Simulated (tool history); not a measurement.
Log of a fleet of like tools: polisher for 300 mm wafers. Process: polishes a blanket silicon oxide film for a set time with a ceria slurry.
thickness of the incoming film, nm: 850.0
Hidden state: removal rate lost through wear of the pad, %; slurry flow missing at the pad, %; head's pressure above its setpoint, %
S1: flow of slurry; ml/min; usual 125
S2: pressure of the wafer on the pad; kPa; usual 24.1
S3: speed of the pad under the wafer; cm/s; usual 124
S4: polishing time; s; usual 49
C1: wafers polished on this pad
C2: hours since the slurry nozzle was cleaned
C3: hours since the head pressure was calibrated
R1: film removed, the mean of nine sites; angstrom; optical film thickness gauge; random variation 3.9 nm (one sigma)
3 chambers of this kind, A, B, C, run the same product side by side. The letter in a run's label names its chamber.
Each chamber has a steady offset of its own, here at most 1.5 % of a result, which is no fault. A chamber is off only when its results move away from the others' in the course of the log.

run	hour	S1	S2	S3	S4	C1	C2	C3	R1
# hour 5.1: chamber A: worn pad replaced by a new one
1C	14.9	125	24.1	124	49	629	24.9	419.4	3379
2B	25.9	125	24.1	124	49	487	306.2	111.1	3388.4
# hour 31.9: chamber B: worn pad replaced by a new one
3A	39.3	125	24.1	124	49	390	289.7	714.7	3408.1
4A	50.8	125	24.1	124	49	521	301.2	726.2	3452
# hour 56.6: chamber C: worn pad replaced by a new one
5B	61.2	125	24.1	124	49	334	341.5	146.4	3402.2
6C	70.6	125	24.1	124	54	159	80.6	475.1	3832.7
# hour 80.5: chamber B: worn pad replaced by a new one
7C	83.4	125	24.1	124	54	305	93.4	487.9	3768.3
8A	93.3	125	24.1	124	54	1004	343.7	768.7	3792.7
9B	105.7	125	24.1	124	49	286	386	190.9	3403.7
# hour 120.3: chamber A: worn pad replaced by a new one
10C	120.7	125	24.1	124	49	729	130.7	525.2	3453.8
11B	134.3	125	24.1	124	49	612	414.6	219.5	3437
# hour 134.6: chamber B: worn pad replaced by a new one
# hour 142.8: chamber C: worn pad replaced by a new one
12A	146.1	125	24.1	142	42	293	396.5	821.5	3415.9
13B	155.7	125	24.1	142	42	240	436	240.9	3342.8
14C	165.9	125	24.1	142	42	263	175.9	570.4	3340
15A	174.5	125	24.1	124	49	617	424.9	849.9	3502.2
# hour 179.5: chamber B: worn pad replaced by a new one
16C	188.8	125	24.1	124	49	524	198.8	593.3	3458.6
17B	203.8	125	24.1	124	49	277	484.1	289	3398.7
18A	214.4	125	24.1	124	58	1071	464.8	889.8	4241.5
# hour 219.3: chamber B: slurry nozzle cleaned
19A	222.9	125	24.1	124	58	1168	473.3	898.3	4246
# hour 225.2: chamber B: worn pad replaced by a new one
# hour 226.6: chamber C: worn pad replaced by a new one
20B	234.8	125	24.1	124	58	110	15.5	320	4116.3
21C	249.6	125	24.1	124	49	262	259.6	654.1	3420.5
22C	258	125	24.1	124	49	357	268	662.5	3387.1

What goes on in this fleet: one chamber off, a drifting gauge, or nothing beyond the chambers' own small offsets? Name the chamber and the cause, if any.

Chamber A drifts away from the others.
Cause: head's pressure above its setpoint, % = 6.53.

Here are 4 candidates for chamber A's next run, each the usual settings with a change, their results left as question marks. Which one brings its results back in line with what the others give on the usual settings?
In line means no further than this from the other chambers' mean on the usual settings: R1 140 angstrom
23A-1	269	125	24.8	124	51				?
23A-2	269	125	27.6	124	49				?
23A-3	269	125	22.8	118	47				?
23A-4	269	125	23.4	122	48				?

The other chambers' mean on the usual settings: R1 3425 angstrom
run	R1
23A-1	3906.5
23A-2	4167.7
23A-3	3144.6
23A-4	3418.5
23A-4 brings the chamber back in line.
